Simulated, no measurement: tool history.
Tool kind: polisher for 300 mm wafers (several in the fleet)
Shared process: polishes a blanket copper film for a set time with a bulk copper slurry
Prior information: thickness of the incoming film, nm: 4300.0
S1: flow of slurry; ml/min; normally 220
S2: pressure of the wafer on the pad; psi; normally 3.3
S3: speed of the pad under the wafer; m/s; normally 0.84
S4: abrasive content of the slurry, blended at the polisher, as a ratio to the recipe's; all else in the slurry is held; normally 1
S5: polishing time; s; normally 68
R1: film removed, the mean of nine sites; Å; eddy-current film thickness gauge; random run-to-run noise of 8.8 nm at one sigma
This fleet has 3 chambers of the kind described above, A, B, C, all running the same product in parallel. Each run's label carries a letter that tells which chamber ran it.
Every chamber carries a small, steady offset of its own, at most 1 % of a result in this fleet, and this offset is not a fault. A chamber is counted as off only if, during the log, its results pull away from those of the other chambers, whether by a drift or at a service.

run  hour   S1   S2    S3   S4  S5      R1
 1B   3.6  220  3.3  0.84    1  68  7516.9
 2A   7.2  220  3.3  0.84    1  68  7354.6
 3C  11.6  220  3.3  0.84    1  68  7278.7
 4B    15  220  3.3  0.84    1  68  7376.4
 5A  18.8  275  3.3  0.64    1  68  5798.9
 6C  21.9  275  3.3  0.64    1  68  5607.1
     24.1  -- chamber A: slurry nozzle cleaned
 7C  25.5  275  3.3  0.64    1  68  5783.5
 8A  28.7  220  3.3  0.84    1  68    7388
 9B  33.2  220  3.3  0.84    1  68  7457.1
10B  37.3  175  3.3  0.84    1  68  7161.6
     37.9  -- chamber C: worn pad replaced by a new one
11A  39.9  175  3.3  0.84    1  68  7187.2
12C  43.2  175  3.3  0.84    1  68  7126.4
13C  47.9  220  3.3  0.84    1  68  7421.2
     49.6  -- chamber B: worn pad replaced by a new one
14B  51.3  220  3.3  0.84    1  68  7426.4
15A  53.6  220  3.3  0.84    1  68  7374.2
     56.5  -- chamber A: worn pad replaced by a new one
16B  57.1  220  3.3  0.84  0.9  68    7138
17C  59.6  220  3.3  0.84  0.9  68  7285.8
18A  62.8  220  3.3  0.84  0.9  68  7349.8
19C  65.7  220  3.3  0.84    1  68  7296.6
20B  70.4  220  2.4  0.84    1  88  6887.2
21A  72.7  220  2.4  0.84    1  88  6993.1
22C  77.6  220  2.4  0.84    1  88  6750.7

One chamber off, gauge drift, or nothing amiss beyond the chambers' own small offsets? If it is a chamber, which one, and what is the likeliest cause?

All chambers stay in line apart from their small fixed offsets, and the gauge does not drift.

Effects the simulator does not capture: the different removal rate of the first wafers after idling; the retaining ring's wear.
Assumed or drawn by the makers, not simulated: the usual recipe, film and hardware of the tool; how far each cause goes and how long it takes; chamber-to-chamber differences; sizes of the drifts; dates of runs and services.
